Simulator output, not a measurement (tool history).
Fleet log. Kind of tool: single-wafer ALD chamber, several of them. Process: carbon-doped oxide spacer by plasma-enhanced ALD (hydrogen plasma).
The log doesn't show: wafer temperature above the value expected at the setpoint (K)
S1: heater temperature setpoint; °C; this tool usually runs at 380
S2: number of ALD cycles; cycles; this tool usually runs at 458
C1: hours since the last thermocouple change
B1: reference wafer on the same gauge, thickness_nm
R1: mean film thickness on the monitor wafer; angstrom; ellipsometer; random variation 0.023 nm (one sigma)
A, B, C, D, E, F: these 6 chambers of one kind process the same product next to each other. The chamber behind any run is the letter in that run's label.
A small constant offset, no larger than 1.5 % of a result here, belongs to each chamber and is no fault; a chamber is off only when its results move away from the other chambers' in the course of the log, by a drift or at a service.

run 1B hour=8.4 | S1=380 S2=458 | C1=589.3 | B1=21.407 | R1=227.37
run 2F hour=14.9 | S1=380 S2=458 | C1=133.1 | B1=21.399 | R1=227.75
run 3C hour=20.8 | S1=380 S2=458 | C1=2235.5 | B1=21.401 | R1=227.57
run 4D hour=26.4 | S1=380 S2=458 | C1=685.3 | B1=21.408 | R1=228.17
run 5A hour=36.9 | S1=380 S2=458 | C1=1013.4 | B1=21.406 | R1=228.34
-- hour=39 chamber C: thermocouple changed; heater temperature recalibrated
run 6E hour=44.2 | S1=380 S2=458 | C1=757.9 | B1=21.414 | R1=231.83
run 7A hour=52.2 | S1=380 S2=458 | C1=1028.7 | B1=21.419 | R1=228.74
run 8B hour=58.1 | S1=380 S2=458 | C1=639 | B1=21.413 | R1=227.57
run 9E hour=63.5 | S1=380 S2=458 | C1=777.2 | B1=21.418 | R1=232.52
run 10C hour=71.4 | S1=380 S2=458 | C1=32.5 | B1=21.418 | R1=227.68
run 11D hour=76.5 | S1=380 S2=458 | C1=735.4 | B1=21.419 | R1=228.19
run 12F hour=81.6 | S1=380 S2=458 | C1=199.8 | B1=21.422 | R1=227.54
run 13B hour=89.1 | S1=380 S2=458 | C1=670 | B1=21.425 | R1=227.38
run 14F hour=95.6 | S1=380 S2=458 | C1=213.8 | B1=21.429 | R1=227.74
run 15E hour=103.8 | S1=387 S2=458 | C1=817.5 | B1=21.429 | R1=231.88
run 16A hour=109.6 | S1=387 S2=458 | C1=1086.1 | B1=21.429 | R1=228.68
run 17C hour=118.8 | S1=387 S2=458 | C1=79.9 | B1=21.431 | R1=227.98
run 18D hour=128.1 | S1=387 S2=458 | C1=787 | B1=21.437 | R1=228.21
run 19D hour=133.6 | S1=387 S2=458 | C1=792.5 | B1=21.436 | R1=228.1
run 20E hour=141.4 | S1=387 S2=458 | C1=855.1 | B1=21.435 | R1=232.16
run 21A hour=149.2 | S1=380 S2=458 | C1=1125.7 | B1=21.439 | R1=228.67
run 22C hour=159.7 | S1=380 S2=458 | C1=120.8 | B1=21.447 | R1=227.76
run 23F hour=165.6 | S1=380 S2=458 | C1=283.8 | B1=21.443 | R1=228.11
run 24B hour=174.9 | S1=380 S2=458 | C1=755.8 | B1=21.444 | R1=227.49
run 25B hour=184.3 | S1=380 S2=458 | C1=765.2 | B1=21.452 | R1=227.77
run 26D hour=192 | S1=380 S2=458 | C1=850.9 | B1=21.455 | R1=229.02
run 27F hour=200 | S1=380 S2=458 | C1=318.2 | B1=21.46 | R1=227.84
run 28A hour=206 | S1=380 S2=458 | C1=1182.5 | B1=21.464 | R1=228.92
run 29C hour=211.6 | S1=380 S2=458 | C1=172.7 | B1=21.453 | R1=227.92
run 30E hour=217.2 | S1=380 S2=458 | C1=930.9 | B1=21.463 | R1=232.34
run 31C hour=222.3 | S1=380 S2=458 | C1=183.4 | B1=21.463 | R1=227.99
run 32E hour=233 | S1=388 S2=520 | C1=946.7 | B1=21.465 | R1=264.39
run 33B hour=238.3 | S1=388 S2=520 | C1=819.2 | B1=21.463 | R1=258.49
run 34A hour=243.8 | S1=388 S2=520 | C1=1220.3 | B1=21.468 | R1=260.01
run 35F hour=250.1 | S1=388 S2=520 | C1=368.3 | B1=21.471 | R1=258.84
run 36D hour=256.5 | S1=388 S2=520 | C1=915.4 | B1=21.473 | R1=259.49
run 37A hour=266 | S1=388 S2=520 | C1=1242.5 | B1=21.474 | R1=260.2
run 38C hour=275.5 | S1=380 S2=458 | C1=236.6 | B1=21.476 | R1=227.93
run 39B hour=282.9 | S1=380 S2=458 | C1=863.8 | B1=21.478 | R1=227.89
run 40F hour=289.7 | S1=380 S2=458 | C1=407.9 | B1=21.478 | R1=228.27
run 41E hour=298.4 | S1=388 S2=458 | C1=1012.1 | B1=21.487 | R1=232.17
run 42D hour=303.2 | S1=388 S2=458 | C1=962.1 | B1=21.476 | R1=228.6
run 43B hour=311.8 | S1=388 S2=458 | C1=892.7 | B1=21.488 | R1=227.97
run 44D hour=319.8 | S1=388 S2=458 | C1=978.7 | B1=21.492 | R1=228.75

Is one chamber out of step, is the gauge drifting, or do the chambers differ by no more than their own small offsets? For an off chamber, give its letter and the likeliest cause.

No chamber is off; the gauge reading every chamber's wafers drifts, which makes the whole fleet appear to move together.
Cause: gauge reads high (%) = 0.414.
